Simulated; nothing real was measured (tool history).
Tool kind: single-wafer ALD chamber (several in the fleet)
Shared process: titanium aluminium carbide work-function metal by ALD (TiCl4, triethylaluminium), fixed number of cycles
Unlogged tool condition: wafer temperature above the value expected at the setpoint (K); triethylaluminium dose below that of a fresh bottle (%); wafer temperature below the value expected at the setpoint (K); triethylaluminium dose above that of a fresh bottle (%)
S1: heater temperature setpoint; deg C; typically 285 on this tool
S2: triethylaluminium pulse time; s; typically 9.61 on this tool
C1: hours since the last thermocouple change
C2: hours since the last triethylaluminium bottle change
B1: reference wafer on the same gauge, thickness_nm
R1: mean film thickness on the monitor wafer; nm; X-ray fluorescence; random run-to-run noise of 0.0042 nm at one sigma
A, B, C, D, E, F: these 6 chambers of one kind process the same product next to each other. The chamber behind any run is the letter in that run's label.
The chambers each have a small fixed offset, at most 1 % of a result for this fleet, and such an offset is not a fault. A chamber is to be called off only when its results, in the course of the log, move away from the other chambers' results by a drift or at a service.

run	hour	S1	S2	C1	C2	B1	R1
# hour 0.3: chamber C: thermocouple changed; heater temperature recalibrated
1E	11.3	285	9.61	443.9	1568.8	1.6206	1.8598
2D	17.3	285	9.61	359.1	758.7	1.6207	1.8685
3C	26.3	285	9.61	26.1	452	1.6205	1.8522
4A	31.7	285	9.61	102.6	353	1.6196	1.866
5F	42.7	285	9.61	52	770.1	1.62	1.8696
6B	50.8	285	9.61	279.3	318.6	1.6201	1.869
7E	60.3	285	9.61	492.9	1617.8	1.6201	1.8595
8C	70.1	285	9.61	69.9	495.8	1.6192	1.856
9A	78.5	285	9.61	149.4	399.8	1.6202	1.8667
10B	87.6	285	9.61	316.1	355.4	1.6202	1.8689
11F	98.3	285	9.61	107.6	825.7	1.6194	1.8629
12D	106.8	285	9.61	448.6	848.2	1.6202	1.8739
13D	115.2	285	9.61	457	856.6	1.6208	1.8743
14F	120.7	285	9.61	130	848.1	1.6197	1.8656
15E	128.8	285	9.61	561.4	1686.3	1.6204	1.8564
16C	138.9	285	9.61	138.7	564.6	1.6202	1.8464
17A	146.4	294	12.47	217.3	467.7	1.6201	1.9947
18B	155.2	294	12.47	383.7	423	1.62	1.9886
19E	164.4	294	12.47	597	1721.9	1.6197	1.9837
20B	175	294	12.47	403.5	442.8	1.6202	1.99
21A	181.4	294	12.47	252.3	502.7	1.6203	1.9883
# hour 182.2: chamber E: triethylaluminium bottle replaced
22D	187.3	294	12.47	529.1	928.7	1.621	1.9934
23F	193.1	285	9.61	202.4	920.5	1.6189	1.868
24C	201.7	285	9.61	201.5	627.4	1.62	1.8299
25C	207.9	285	9.61	207.7	633.6	1.6201	1.8282
26A	218.1	285	9.61	289	539.4	1.6208	1.8647
27F	226.9	285	9.61	236.2	954.3	1.6198	1.8647
28E	234.6	285	9.61	667.2	52.5	1.6195	1.8619
29B	242	285	9.61	470.5	509.8	1.6197	1.8656
30D	250.6	285	9.61	592.4	992	1.62	1.8734
31D	256.4	285	9.61	598.2	997.8	1.6198	1.8739
32F	266.4	285	9.61	275.7	993.8	1.6197	1.8695
33A	272.1	285	9.61	343	593.4	1.6204	1.8583
34B	281.9	285	9.61	510.4	549.7	1.6191	1.8633
35C	290.5	285	9.61	290.3	716.2	1.6208	1.8188
36E	296.7	285	9.61	729.3	114.6	1.6201	1.8599

What goes on in this fleet: one chamber off, a drifting gauge, or nothing beyond the chambers' own small offsets? Name the chamber and the cause, if any.

It is chamber C that slowly wanders off from its peers.
Most likely cause: triethylaluminium dose below that of a fresh bottle (%) = 13.2.
From this log alone, it may not be told apart from: wafer temperature below the value expected at the setpoint (K).

Chamber C could run next with any of the 4 candidate recipes listed below; each alters the usual settings, and their results appear as question marks. Which one brings its results back in line with what the other chambers deliver on the usual settings?
In line here means within this much of the mean the other chambers give on the usual settings: R1 0.015 nm
37C-1	304.8	286	9.97				?
37C-2	304.8	282	8.84				?
37C-3	304.8	285	11.41				?
37C-4	304.8	285	8.92				?

Average result of the remaining chambers running the usual settings: R1 1.8659 nm
run	R1
37C-1	1.8349
37C-2	1.763
37C-3	1.8608
37C-4	1.7905
With 37C-3, the chamber falls back in line with the rest.
